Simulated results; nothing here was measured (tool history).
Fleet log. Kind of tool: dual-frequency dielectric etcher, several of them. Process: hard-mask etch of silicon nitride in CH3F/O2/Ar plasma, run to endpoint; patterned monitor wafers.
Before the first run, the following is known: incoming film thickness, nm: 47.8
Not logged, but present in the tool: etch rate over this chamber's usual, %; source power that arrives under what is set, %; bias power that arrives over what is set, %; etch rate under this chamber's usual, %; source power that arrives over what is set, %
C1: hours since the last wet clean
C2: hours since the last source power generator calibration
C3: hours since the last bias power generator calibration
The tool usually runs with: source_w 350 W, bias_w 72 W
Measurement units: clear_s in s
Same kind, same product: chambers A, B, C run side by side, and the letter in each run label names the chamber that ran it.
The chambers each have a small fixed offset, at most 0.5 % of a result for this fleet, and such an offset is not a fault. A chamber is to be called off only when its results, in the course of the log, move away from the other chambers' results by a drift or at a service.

run 1C hour=8.5 | source_w=350 bias_w=72 | C1=57.5 C2=3908.6 C3=3205.9 | clear_s=72.392
run 2A hour=13.9 | source_w=350 bias_w=72 | C1=385.6 C2=544.2 C3=3308.0 | clear_s=72.722
run 3B hour=20.0 | source_w=350 bias_w=72 | C1=52.5 C2=807.1 C3=4290.3 | clear_s=72.570
-- hour=25.3 chamber B: bias power generator calibrated
-- hour=26.4 chamber A: wet clean of the chamber
run 4B hour=28.4 | source_w=350 bias_w=72 | C1=60.9 C2=815.5 C3=3.1 | clear_s=72.637
run 5C hour=34.8 | source_w=350 bias_w=72 | C1=83.8 C2=3934.9 C3=3232.2 | clear_s=72.329
run 6A hour=39.8 | source_w=350 bias_w=72 | C1=13.4 C2=570.1 C3=3333.9 | clear_s=73.386
run 7C hour=43.7 | source_w=350 bias_w=72 | C1=92.7 C2=3943.8 C3=3241.1 | clear_s=72.696
run 8A hour=48.5 | source_w=350 bias_w=72 | C1=22.1 C2=578.8 C3=3342.6 | clear_s=72.388
run 9B hour=54.6 | source_w=350 bias_w=72 | C1=87.1 C2=841.7 C3=29.3 | clear_s=72.799
run 10B hour=60.9 | source_w=350 bias_w=72 | C1=93.4 C2=848.0 C3=35.6 | clear_s=72.265
run 11A hour=68.2 | source_w=350 bias_w=72 | C1=41.8 C2=598.5 C3=3362.3 | clear_s=73.277
run 12C hour=72.5 | source_w=350 bias_w=72 | C1=121.5 C2=3972.6 C3=3269.9 | clear_s=72.115
run 13B hour=80.2 | source_w=350 bias_w=72 | C1=112.7 C2=867.3 C3=54.9 | clear_s=72.614
run 14C hour=85.2 | source_w=350 bias_w=72 | C1=134.2 C2=3985.3 C3=3282.6 | clear_s=72.542
run 15A hour=90.1 | source_w=310 bias_w=78 | C1=63.7 C2=620.4 C3=3384.2 | clear_s=74.386
run 16B hour=96.2 | source_w=310 bias_w=78 | C1=128.7 C2=883.3 C3=70.9 | clear_s=73.869
run 17C hour=100.7 | source_w=310 bias_w=78 | C1=149.7 C2=4000.8 C3=3298.1 | clear_s=73.774
run 18A hour=106.6 | source_w=420 bias_w=57 | C1=80.2 C2=636.9 C3=3400.7 | clear_s=73.262
run 19A hour=112.1 | source_w=420 bias_w=57 | C1=85.7 C2=642.4 C3=3406.2 | clear_s=73.748
-- hour=112.6 chamber C: source power generator calibrated
run 20C hour=119.5 | source_w=420 bias_w=57 | C1=168.5 C2=6.9 C3=3316.9 | clear_s=73.027
run 21B hour=125.8 | source_w=350 bias_w=72 | C1=158.3 C2=912.9 C3=100.5 | clear_s=72.439
run 22A hour=131.2 | source_w=350 bias_w=72 | C1=104.8 C2=661.5 C3=3425.3 | clear_s=72.962
run 23B hour=137.1 | source_w=350 bias_w=72 | C1=169.6 C2=924.2 C3=111.8 | clear_s=72.716
run 24C hour=144.1 | source_w=350 bias_w=72 | C1=193.1 C2=31.5 C3=3341.5 | clear_s=72.759
run 25B hour=148.6 | source_w=350 bias_w=72 | C1=181.1 C2=935.7 C3=123.3 | clear_s=72.476
run 26C hour=155.9 | source_w=350 bias_w=72 | C1=204.9 C2=43.3 C3=3353.3 | clear_s=72.167

Each of the 3 chambers runs these same settings next. Fill in every chamber's results:
run 27A hour=162.0 | source_w=350 bias_w=85 | clear_s=?
run 27B hour=162.0 | source_w=350 bias_w=85 | clear_s=?
run 27C hour=162.0 | source_w=350 bias_w=85 | clear_s=?

run=27A clear_s=69.043
run=27B clear_s=68.526
run=27C clear_s=68.423
